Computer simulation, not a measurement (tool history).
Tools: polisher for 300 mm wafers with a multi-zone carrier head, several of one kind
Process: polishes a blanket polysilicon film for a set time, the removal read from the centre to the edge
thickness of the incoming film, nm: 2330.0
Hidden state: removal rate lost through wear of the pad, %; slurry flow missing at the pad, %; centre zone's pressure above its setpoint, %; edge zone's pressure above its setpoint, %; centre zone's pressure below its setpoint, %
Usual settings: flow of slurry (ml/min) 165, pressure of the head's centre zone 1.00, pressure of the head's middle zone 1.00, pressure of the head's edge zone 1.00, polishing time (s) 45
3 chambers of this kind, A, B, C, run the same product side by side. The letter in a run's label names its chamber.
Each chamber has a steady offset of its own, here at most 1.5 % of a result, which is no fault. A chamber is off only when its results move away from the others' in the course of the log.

run   hour  flow of slurry (ml/min)  pressure of the head's centre zone  pressure of the head's middle zone  pressure of the head's edge zone  polishing time (s)  wafers polished on this pad  hours since the slurry nozzle was cleaned  hours since the centre zone pressure was calibrated  hours since the edge zone pressure was calibrated  film removed at the wafer's centre (nm)  film removed at mid-radius (nm)  film removed at the wafer's edge (nm)
 1B   13.7                      165                                1.00                                1.00                              1.00                  45                          747                                      386.2                                               1173.3                                               94.0                                   404.95                           405.39                                 404.88
      15.9  -- chamber C: slurry nozzle cleaned
 2C   21.6                      165                                1.00                                1.00                              1.00                  45                          590                                        5.7                                                283.1                                              117.3                                   406.18                           402.77                                 398.72
 3A   28.3                      165                                1.00                                1.00                              1.00                  45                          548                                      183.6                                                502.1                                              150.0                                   413.02                           406.65                                 404.62
 4A   41.6                      165                                1.00                                1.00                              1.00                  45                          659                                      196.9                                                515.4                                              163.3                                   396.30                           395.96                                 395.84
 5C   48.8                      165                                1.00                                1.00                              1.00                  45                          817                                       32.9                                                310.3                                              144.5                                   404.48                           400.67                                 408.23
 6B   63.2                      165                                1.00                                1.00                              1.00                  45                         1161                                      435.7                                               1222.8                                              143.5                                   401.90                           401.31                                 404.94
 7B   78.2                      165                                1.00                                1.00                              1.00                  45                         1287                                      450.7                                               1237.8                                              158.5                                   403.10                           400.33                                 400.54
      82.2  -- chamber B: worn pad replaced by a new one
 8A   87.9                      165                                1.00                                1.00                              1.00                  45                         1047                                      243.2                                                561.7                                              209.6                                   407.80                           406.51                                 403.22
 9C   95.9                      165                                1.00                                1.00                              1.00                  45                         1211                                       80.0                                                357.4                                              191.6                                   407.25                           399.66                                 403.80
     100.6  -- chamber C: worn pad replaced by a new one
10B  102.7                      165                                1.00                                1.06                              1.00                  36                          172                                      475.2                                               1262.3                                              183.0                                   323.54                           340.13                                 324.00
     103.0  -- chamber A: worn pad replaced by a new one
11A  116.8                      165                                1.00                                1.06                              1.00                  36                          115                                      272.1                                                590.6                                              238.5                                   322.92                           338.57                                 320.22
12C  128.6                      165                                1.00                                1.06                              1.00                  36                          234                                      112.7                                                390.1                                              224.3                                   330.68                           341.55                                 321.20
13B  137.8                      165                                1.00                                1.00                              1.00                  45                          465                                      510.3                                               1297.4                                              218.1                                   402.23                           403.00                                 407.63
14A  144.4                      165                                1.00                                1.00                              1.00                  45                          346                                      299.7                                                618.2                                              266.1                                   401.61                           401.08                                 401.13
15C  156.7                      165                                1.00                                1.00                              1.04                  45                          469                                      140.8                                                418.2                                              252.4                                   413.34                           407.74                                 411.21
16A  166.9                      165                                1.00                                1.00                              1.04                  45                          534                                      322.2                                                640.7                                              288.6                                   399.19                           408.89                                 419.66
17C  177.0                      165                                1.00                                1.00                              1.04                  45                          639                                      161.1                                                438.5                                              272.7                                   394.92                           403.63                                 411.09
     177.4  -- chamber B: slurry nozzle cleaned
18B  188.4                      165                                1.00                                1.00                              1.00                  45                          889                                       11.1                                               1348.0                                              268.7                                   397.21                           399.02                                 401.57
19A  197.2                      165                                1.00                                1.00                              1.00                  45                          788                                      352.5                                                671.0                                              318.9                                   400.23                           404.25                                 409.24
     199.5  -- chamber B: centre zone pressure recalibrated
     202.4  -- chamber A: slurry nozzle cleaned
20B  209.8                      165                                1.00                                1.00                              1.00                  45                         1068                                       32.5                                                 10.3                                              290.1                                   369.66                           399.83                                 398.46
21C  217.8                      165                                0.92                                1.00                              1.00                  45                          980                                      201.9                                                479.3                                              313.5                                   375.33                           405.81                                 398.32
22A  232.6                      165                                0.92                                1.00                              1.00                  45                         1084                                       30.3                                                706.4                                              354.3                                   359.60                           410.34                                 407.50
     235.4  -- chamber A: worn pad replaced by a new one
     240.4  -- chamber C: worn pad replaced by a new one
     242.4  -- chamber B: worn pad replaced by a new one
23C  245.8                      165                                0.92                                1.00                              1.00                  45                           45                                      229.9                                                507.3                                              341.5                                   362.59                           398.86                                 405.89
24B  254.9                      165                                1.00                                1.00                              1.00                  45                          105                                       77.6                                                 55.4                                              335.2                                   364.28                           403.46                                 398.48
25C  261.6                      165                                1.00                                1.00                              1.00                  45                          177                                      245.7                                                523.1                                              357.3                                   407.37                           399.82                                 404.36
     265.0  -- chamber C: centre zone pressure recalibrated
26A  275.7                      165                                1.00                                0.88                              1.00                  40                          337                                       73.4                                                749.5                                              397.4                                   356.07                           321.35                                 359.26
27B  286.2                      165                                1.00                                0.88                              1.00                  40                          366                                      108.9                                                 86.7                                              366.5                                   324.79                           315.73                                 360.25
28A  296.4                      165                                1.00                                0.88                              1.00                  40                          510                                       94.1                                                770.2                                              418.1                                   351.01                           319.67                                 362.28
29B  307.5                      165                                1.00                                1.00                              1.00                  45                          545                                      130.2                                                108.0                                              387.8                                   379.93                           404.77                                 403.74
30C  316.0                      165                                1.00                                1.00                              1.00                  45                          632                                      300.1                                                 51.1                                              411.7                                   402.16                           403.10                                 404.32
31B  327.8                      165                                1.00                                1.00                              1.00                  45                          714                                      150.5                                                128.3                                              408.1                                   359.88                           402.17                                 407.50
32C  337.0                      165                                1.00                                1.00                              1.00                  45                          808                                      321.1                                                 72.1                                              432.7                                   413.01                           404.56                                 400.39
     348.5  -- chamber C: edge zone pressure recalibrated
33A  350.5                      165                                1.00                                1.00                              1.00                  45                          962                                      148.2                                                824.3                                              472.2                                   398.09                           407.49                                 403.02
34B  362.2                      165                                1.00                                1.00                              1.00                  45                         1002                                      184.9                                                162.7                                              442.5                                   376.21                           396.66                                 403.99
     366.3  -- chamber A: worn pad replaced by a new one
35C  376.0                      165                                1.00                                1.00                              1.00                  45                         1134                                      360.1                                                111.1                                               27.5                                   409.23                           407.87                                 404.03
36A  386.8                      165                                1.00                                1.00                              1.00                  45                          171                                      184.5                                                860.6                                              508.5                                   399.57                           405.29                                 407.08
37A  400.9                      225                                1.00                                1.00                              1.00                  45                          289                                      198.6                                                874.7                                              522.6                                   411.53                           430.00                                 410.52
38C  414.9                      225                                1.00                                1.00                              1.00                  45                         1459                                      399.0                                                150.0                                               66.4                                   430.38                           424.01                                 418.69

All 3 chambers run these settings next. Forecast each chamber's results:
39A  425.8                      165                                1.00                                1.00                              1.00                  45                                                                                                                                                                                                                        ?                                ?                                      ?
39B  425.8                      165                                1.00                                1.00                              1.00                  45                                                                                                                                                                                                                        ?                                ?                                      ?
39C  425.8                      165                                1.00                                1.00                              1.00                  45                                                                                                                                                                                                                        ?                                ?                                      ?

run  film removed at the wafer's centre (nm)  film removed at mid-radius (nm)  film removed at the wafer's edge (nm)
39A                                   399.79                           401.89                                 405.72
39B                                   367.04                           396.97                                 400.98
39C                                   408.20                           402.99                                 401.72
